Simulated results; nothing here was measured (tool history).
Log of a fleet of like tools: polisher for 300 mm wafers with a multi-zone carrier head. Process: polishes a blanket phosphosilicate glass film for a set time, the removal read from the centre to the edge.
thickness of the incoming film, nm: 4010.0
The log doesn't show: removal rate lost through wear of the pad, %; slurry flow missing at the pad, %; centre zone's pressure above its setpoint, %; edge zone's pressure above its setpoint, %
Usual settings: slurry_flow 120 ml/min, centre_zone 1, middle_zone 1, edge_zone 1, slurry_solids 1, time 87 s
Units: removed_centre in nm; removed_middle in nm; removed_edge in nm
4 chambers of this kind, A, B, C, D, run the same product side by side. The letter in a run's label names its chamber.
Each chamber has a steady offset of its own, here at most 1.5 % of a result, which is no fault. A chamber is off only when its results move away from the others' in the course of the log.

| run | hour | slurry_flow | centre_zone | middle_zone | edge_zone | slurry_solids | time | wafers polished on this pad | hours since the slurry nozzle was cleaned | hours since the centre zone pressure was calibrated | hours since the edge zone pressure was calibrated | removed_centre | removed_middle | removed_edge |
|---|---|---|---|---|---|---|---|---|---|---|---|---|---|---|
| 1C | 6.5 | 120 | 1 | 1 | 1 | 1 | 87 | 1336 | 165.2 | 215.6 | 227 | 622.28 | 638.54 | 620.82 |
| 2A | 16.2 | 120 | 1 | 1 | 1 | 1 | 87 | 688 | 752.4 | 837.6 | 760 | 623.61 | 620.67 | 617.95 |
|  | 22 | chamber A: slurry nozzle cleaned |
| 3B | 26.1 | 120 | 1 | 1 | 1 | 1 | 87 | 727 | 137.2 | 189.6 | 298.7 | 630.17 | 614.87 | 628.53 |
|  | 29.1 | chamber C: worn pad replaced by a new one |
| 4D | 34.8 | 120 | 1 | 1 | 1 | 1 | 87 | 1013 | 79.7 | 91.6 | 927 | 636.15 | 618.92 | 628.62 |
|  | 44.8 | chamber D: worn pad replaced by a new one |
| 5A | 47.3 | 120 | 1 | 1 | 1 | 1 | 87 | 998 | 25.3 | 868.7 | 791.1 | 630.37 | 619.1 | 634.73 |
|  | 52.9 | chamber A: worn pad replaced by a new one |
| 6B | 56.2 | 120 | 1 | 1 | 0.92 | 0.75 | 87 | 1028 | 167.3 | 219.7 | 328.8 | 550.82 | 550.07 | 523.22 |
| 7D | 68.6 | 120 | 1 | 1 | 0.92 | 0.75 | 87 | 238 | 113.5 | 125.4 | 960.8 | 552.55 | 543.57 | 530.79 |
| 8C | 80.5 | 120 | 1 | 1 | 0.92 | 0.75 | 87 | 514 | 239.2 | 289.6 | 301 | 534.11 | 546.26 | 518.76 |
| 9A | 88.9 | 120 | 1 | 1 | 0.92 | 0.75 | 87 | 359 | 66.9 | 910.3 | 832.7 | 542.39 | 537.33 | 531.98 |
| 10D | 98.8 | 120 | 1 | 1 | 1 | 1 | 87 | 539 | 143.7 | 155.6 | 991 | 633.87 | 628 | 629.41 |
| 11B | 107.3 | 120 | 1 | 1 | 1 | 1 | 87 | 1538 | 218.4 | 270.8 | 379.9 | 618 | 611.71 | 619.42 |
| 12C | 117.2 | 120 | 1 | 1 | 1 | 1 | 87 | 880 | 275.9 | 326.3 | 337.7 | 628.31 | 621.24 | 621.86 |
| 13D | 124.5 | 120 | 1 | 1 | 1 | 1 | 87 | 796 | 169.4 | 181.3 | 1016.7 | 635.71 | 636.96 | 633.86 |
| 14B | 135.7 | 120 | 1 | 1 | 1 | 1 | 87 | 1821 | 246.8 | 299.2 | 408.3 | 612.24 | 614.87 | 608.63 |
| 15A | 147 | 120 | 1 | 1 | 1 | 1 | 87 | 939 | 125 | 968.4 | 890.8 | 620.59 | 610.5 | 630.2 |
|  | 149.8 | chamber D: worn pad replaced by a new one |
|  | 153 | chamber C: worn pad replaced by a new one |
| 16C | 155.2 | 120 | 1 | 1 | 1 | 1 | 87 | 22 | 313.9 | 364.3 | 375.7 | 620.45 | 611.65 | 616.65 |
| 17C | 161.8 | 120 | 1 | 1 | 1 | 1 | 87 | 87 | 320.5 | 370.9 | 382.3 | 620.06 | 629.23 | 611.3 |
| 18A | 169.4 | 120 | 1 | 1 | 1 | 1 | 87 | 1162 | 147.4 | 990.8 | 913.2 | 633.39 | 630.84 | 621.23 |
|  | 172.7 | chamber A: worn pad replaced by a new one |
| 19D | 178.1 | 120 | 1 | 1 | 1 | 1 | 87 | 282 | 223 | 234.9 | 1070.3 | 633.97 | 620.06 | 633.82 |
| 20B | 184.9 | 120 | 1 | 1 | 1 | 1 | 87 | 2313 | 296 | 348.4 | 457.5 | 601.3 | 591.85 | 602.54 |
| 21B | 192.8 | 120 | 1 | 1 | 1 | 1 | 87 | 2391 | 303.9 | 356.3 | 465.4 | 606.42 | 589.71 | 589.14 |
|  | 202.9 | chamber A: edge zone pressure recalibrated |
| 22D | 203.4 | 120 | 1 | 1 | 1 | 1 | 87 | 535 | 248.3 | 260.2 | 1095.6 | 634.31 | 625.35 | 621.47 |
| 23C | 214 | 120 | 1 | 1 | 1 | 1 | 87 | 609 | 372.7 | 423.1 | 434.5 | 619.34 | 623.24 | 624.2 |
| 24A | 221.8 | 120 | 1 | 1 | 1 | 1 | 87 | 490 | 199.8 | 1043.2 | 19 | 629.22 | 625.91 | 634.34 |
| 25B | 234 | 120 | 1 | 1 | 1 | 1 | 87 | 2803 | 345.1 | 397.5 | 506.6 | 584.87 | 591.97 | 595.99 |
| 26C | 242.1 | 120 | 1 | 1 | 1 | 1 | 87 | 889 | 400.8 | 451.2 | 462.6 | 624.75 | 623.04 | 621.95 |
|  | 244.2 | chamber A: centre zone pressure recalibrated |
|  | 249.2 | chamber D: worn pad replaced by a new one |
| 27A | 254.5 | 120 | 1 | 1 | 1 | 1 | 87 | 817 | 232.5 | 10.4 | 51.7 | 632.44 | 623.33 | 626.19 |
| 28D | 266.8 | 120 | 1 | 1 | 1 | 1 | 87 | 175 | 311.7 | 323.6 | 1159 | 633.78 | 620.04 | 632.18 |
| 29C | 276.1 | 120 | 1 | 1 | 1 | 1 | 87 | 1228 | 434.8 | 485.2 | 496.6 | 629.74 | 619.44 | 632.29 |
|  | 280.3 | chamber C: worn pad replaced by a new one |
| 30D | 286.5 | 120 | 1 | 1 | 1 | 1 | 87 | 372 | 331.4 | 343.3 | 1178.7 | 633.33 | 625.59 | 618.75 |
| 31B | 292.5 | 120 | 1 | 1 | 1 | 1 | 87 | 3387 | 403.6 | 456 | 565.1 | 581.47 | 567 | 584.63 |
|  | 298.6 | chamber A: worn pad replaced by a new one |
| 32A | 299.5 | 120 | 1 | 1 | 1 | 1 | 87 | 9 | 277.5 | 55.4 | 96.7 | 623.22 | 629.85 | 628.93 |
| 33A | 310.8 | 120 | 1 | 1 | 1 | 1 | 87 | 122 | 288.8 | 66.7 | 108 | 630.73 | 626.97 | 630.59 |
| 34C | 316.7 | 120 | 1 | 1 | 0.92 | 1 | 87 | 364 | 475.4 | 525.8 | 537.2 | 632.68 | 624.41 | 594.01 |
| 35B | 326.6 | 120 | 1 | 1 | 0.92 | 1 | 87 | 3727 | 437.7 | 490.1 | 599.2 | 581.08 | 561.11 | 546.48 |
| 36D | 332.3 | 120 | 1 | 1 | 0.92 | 1 | 87 | 829 | 377.2 | 389.1 | 1224.5 | 639.19 | 620.36 | 597.07 |
|  | 337.4 | chamber B: centre zone pressure recalibrated |
| 37C | 341 | 120 | 1 | 1 | 0.92 | 1 | 87 | 606 | 499.7 | 550.1 | 561.5 | 616 | 625.67 | 588.92 |
| 38B | 349.1 | 120 | 1 | 1 | 1 | 1 | 87 | 3952 | 460.2 | 11.7 | 621.7 | 561.79 | 565.37 | 579.71 |
| 39A | 359.6 | 120 | 1 | 1 | 1 | 1 | 87 | 609 | 337.6 | 115.5 | 156.8 | 624.98 | 610.18 | 622.66 |

Next, every chamber runs the same settings. What will each give?
| 40A | 368.7 | 120 | 0.91 | 1 | 1 | 1 | 87 |  |  |  |  | ? | ? | ? |
| 40B | 368.7 | 120 | 0.91 | 1 | 1 | 1 | 87 |  |  |  |  | ? | ? | ? |
| 40C | 368.7 | 120 | 0.91 | 1 | 1 | 1 | 87 |  |  |  |  | ? | ? | ? |
| 40D | 368.7 | 120 | 0.91 | 1 | 1 | 1 | 87 |  |  |  |  | ? | ? | ? |

| run | removed_centre | removed_middle | removed_edge |
|---|---|---|---|
| 40A | 566.08 | 626.01 | 632.52 |
| 40B | 510.84 | 561.71 | 560.07 |
| 40C | 568.54 | 624.11 | 628.4 |
| 40D | 560.53 | 625.15 | 621.35 |
